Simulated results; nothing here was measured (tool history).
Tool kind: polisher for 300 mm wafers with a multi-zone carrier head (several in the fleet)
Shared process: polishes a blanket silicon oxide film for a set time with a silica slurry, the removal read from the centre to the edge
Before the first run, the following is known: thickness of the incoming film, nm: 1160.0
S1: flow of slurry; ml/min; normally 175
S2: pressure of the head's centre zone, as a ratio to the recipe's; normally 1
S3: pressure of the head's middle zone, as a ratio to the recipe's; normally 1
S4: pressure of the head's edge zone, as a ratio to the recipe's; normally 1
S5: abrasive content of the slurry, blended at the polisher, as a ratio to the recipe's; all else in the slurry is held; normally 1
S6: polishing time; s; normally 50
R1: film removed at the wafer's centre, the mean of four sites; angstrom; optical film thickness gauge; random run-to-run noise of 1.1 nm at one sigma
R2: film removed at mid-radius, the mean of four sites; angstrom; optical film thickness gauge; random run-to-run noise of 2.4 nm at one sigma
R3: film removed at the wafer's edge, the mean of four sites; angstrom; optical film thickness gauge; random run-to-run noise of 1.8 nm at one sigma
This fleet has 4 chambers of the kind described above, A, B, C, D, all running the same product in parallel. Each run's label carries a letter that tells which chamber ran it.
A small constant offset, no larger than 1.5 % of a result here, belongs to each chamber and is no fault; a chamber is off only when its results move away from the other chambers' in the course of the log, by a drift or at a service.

run 1C hour=3.1 | S1=175 S2=1 S3=1 S4=1 S5=1 S6=50 | R1=1649.5 R2=1659.9 R3=1693.9
run 2D hour=8.7 | S1=175 S2=1 S3=1 S4=1 S5=1 S6=50 | R1=1606.4 R2=1616.6 R3=1641.4
run 3A hour=13.5 | S1=175 S2=1 S3=1 S4=1 S5=1 S6=50 | R1=1672.7 R2=1654 R3=1683.4
run 4B hour=19.1 | S1=175 S2=1 S3=1 S4=1 S5=1 S6=50 | R1=1625.2 R2=1652.6 R3=1682.5
run 5C hour=23 | S1=175 S2=1 S3=1 S4=1 S5=1 S6=50 | R1=1635.5 R2=1663.7 R3=1669.3
run 6A hour=28.4 | S1=175 S2=1 S3=1 S4=1 S5=1 S6=50 | R1=1674.1 R2=1680.9 R3=1660.1
run 7B hour=34 | S1=175 S2=1 S3=1 S4=1 S5=1 S6=50 | R1=1638.1 R2=1615.3 R3=1669.1
run 8D hour=36.8 | S1=175 S2=1 S3=1 S4=1 S5=1 S6=50 | R1=1638.1 R2=1644.4 R3=1650.6
run 9B hour=40.6 | S1=175 S2=1 S3=1 S4=1 S5=1 S6=50 | R1=1650 R2=1639.9 R3=1638.6
run 10A hour=43.9 | S1=175 S2=1 S3=1 S4=1 S5=1 S6=50 | R1=1658.3 R2=1664.3 R3=1659.3
run 11D hour=48 | S1=175 S2=1 S3=1 S4=1 S5=1 S6=50 | R1=1628.7 R2=1617 R3=1643.4
run 12C hour=51.4 | S1=175 S2=1 S3=1 S4=1 S5=1 S6=50 | R1=1626.8 R2=1617.8 R3=1670.3
run 13B hour=54.3 | S1=175 S2=1 S3=1 S4=1 S5=1 S6=50 | R1=1628 R2=1626.5 R3=1646.4
run 14C hour=59.5 | S1=175 S2=1 S3=1 S4=0.95 S5=1 S6=50 | R1=1630 R2=1671.4 R3=1608.9
-- hour=60.6 chamber D: worn pad replaced by a new one
run 15D hour=62.6 | S1=175 S2=1 S3=1 S4=0.95 S5=1 S6=50 | R1=1625.6 R2=1652.2 R3=1609.4
-- hour=62.8 chamber B: worn pad replaced by a new one
run 16A hour=66.6 | S1=175 S2=1 S3=1 S4=0.95 S5=1 S6=50 | R1=1652.7 R2=1625 R3=1605.9
run 17B hour=70.1 | S1=175 S2=1 S3=1 S4=0.95 S5=1 S6=50 | R1=1650.8 R2=1607.5 R3=1603.9
run 18C hour=75.4 | S1=175 S2=1 S3=0.94 S4=1 S5=1 S6=50 | R1=1648 R2=1539.6 R3=1663.4
run 19D hour=79.3 | S1=175 S2=1 S3=0.94 S4=1 S5=1 S6=50 | R1=1610.1 R2=1540.8 R3=1674.5
run 20A hour=82.8 | S1=175 S2=1 S3=0.94 S4=1 S5=1 S6=50 | R1=1630.4 R2=1504.9 R3=1606.6
run 21D hour=87.6 | S1=175 S2=1 S3=0.94 S4=1 S5=1 S6=50 | R1=1616 R2=1548.3 R3=1681
run 22B hour=93.3 | S1=175 S2=1 S3=1 S4=1 S5=1 S6=50 | R1=1622.9 R2=1692.1 R3=1666.6
run 23C hour=98.6 | S1=175 S2=1 S3=1 S4=1 S5=1 S6=50 | R1=1650.8 R2=1652.2 R3=1651.1
run 24A hour=102 | S1=175 S2=1 S3=1 S4=1 S5=1 S6=50 | R1=1615.7 R2=1615.1 R3=1619.4
run 25B hour=104.6 | S1=175 S2=1 S3=1 S4=1 S5=1 S6=50 | R1=1637.2 R2=1660.4 R3=1673.8
-- hour=105.1 chamber D: centre zone pressure recalibrated
run 26C hour=108.2 | S1=175 S2=1 S3=1 S4=1 S5=1 S6=50 | R1=1661.6 R2=1624.4 R3=1651.4
run 27D hour=113.2 | S1=175 S2=1 S3=1 S4=1 S5=1 S6=50 | R1=1624.3 R2=1671.8 R3=1623.8
-- hour=116.1 chamber B: edge zone pressure recalibrated
run 28A hour=117.8 | S1=175 S2=1 S3=1 S4=1 S5=1 S6=50 | R1=1612.4 R2=1602.2 R3=1594.1
run 29C hour=120.3 | S1=175 S2=1 S3=1 S4=1 S5=1 S6=50 | R1=1651.9 R2=1646.4 R3=1662.2
-- hour=123.7 chamber D: worn pad replaced by a new one
run 30A hour=124.6 | S1=175 S2=1 S3=1 S4=1 S5=1 S6=50 | R1=1604 R2=1603.8 R3=1598.5
-- hour=128.9 chamber C: slurry nozzle cleaned
run 31B hour=130 | S1=175 S2=1 S3=1 S4=1 S5=1 S6=50 | R1=1646.7 R2=1663.6 R3=1642
run 32D hour=133 | S1=175 S2=1 S3=1 S4=1 S5=1 S6=50 | R1=1642.1 R2=1640 R3=1668.6
-- hour=134 chamber C: worn pad replaced by a new one
run 33B hour=137.3 | S1=175 S2=1 S3=1 S4=1 S5=1 S6=50 | R1=1648.6 R2=1637.7 R3=1672.3
run 34D hour=140.1 | S1=175 S2=1 S3=1 S4=1 S5=1 S6=50 | R1=1630.8 R2=1644.1 R3=1645.6
run 35C hour=143.2 | S1=175 S2=1 S3=1 S4=1 S5=1 S6=50 | R1=1655.3 R2=1680 R3=1641.4
run 36A hour=148.7 | S1=175 S2=1 S3=1 S4=0.88 S5=1.2 S6=50 | R1=1707.6 R2=1735.7 R3=1595.1
run 37A hour=152.3 | S1=175 S2=1 S3=1 S4=0.88 S5=1.2 S6=50 | R1=1732.8 R2=1684.2 R3=1566.8
run 38D hour=156.3 | S1=175 S2=1 S3=1 S4=0.88 S5=1.2 S6=50 | R1=1755 R2=1755.1 R3=1674.8
run 39B hour=161.1 | S1=175 S2=1 S3=1 S4=0.88 S5=1.2 S6=50 | R1=1791.8 R2=1735.5 R3=1701
run 40C hour=166.1 | S1=175 S2=1 S3=1 S4=1 S5=1 S6=50 | R1=1642.4 R2=1649.2 R3=1660.5
-- hour=167.1 chamber B: worn pad replaced by a new one
run 41B hour=169.2 | S1=175 S2=1 S3=1 S4=1 S5=1 S6=50 | R1=1634.4 R2=1638.9 R3=1690.1
-- hour=172.8 chamber D: edge zone pressure recalibrated
run 42D hour=173.1 | S1=175 S2=1 S3=1 S4=1 S5=1 S6=50 | R1=1626.7 R2=1643.7 R3=1661
run 43C hour=178.6 | S1=175 S2=1 S3=1 S4=1 S5=1 S6=50 | R1=1647.8 R2=1648 R3=1660.3

The same settings go to every chamber for the next run, one line per chamber below. Forecast the results for each:
run 44A hour=182.7 | S1=175 S2=1 S3=1 S4=1 S5=0.85 S6=50 | R1=? R2=? R3=?
run 44B hour=182.7 | S1=175 S2=1 S3=1 S4=1 S5=0.85 S6=50 | R1=? R2=? R3=?
run 44C hour=182.7 | S1=175 S2=1 S3=1 S4=1 S5=0.85 S6=50 | R1=? R2=? R3=?
run 44D hour=182.7 | S1=175 S2=1 S3=1 S4=1 S5=0.85 S6=50 | R1=? R2=? R3=?

run=44A R1=1474.4 R2=1468.6 R3=1423.5
run=44B R1=1518.7 R2=1512.9 R3=1526.3
run=44C R1=1516.1 R2=1514.7 R3=1563.4
run=44D R1=1508.2 R2=1534.2 R3=1511.3
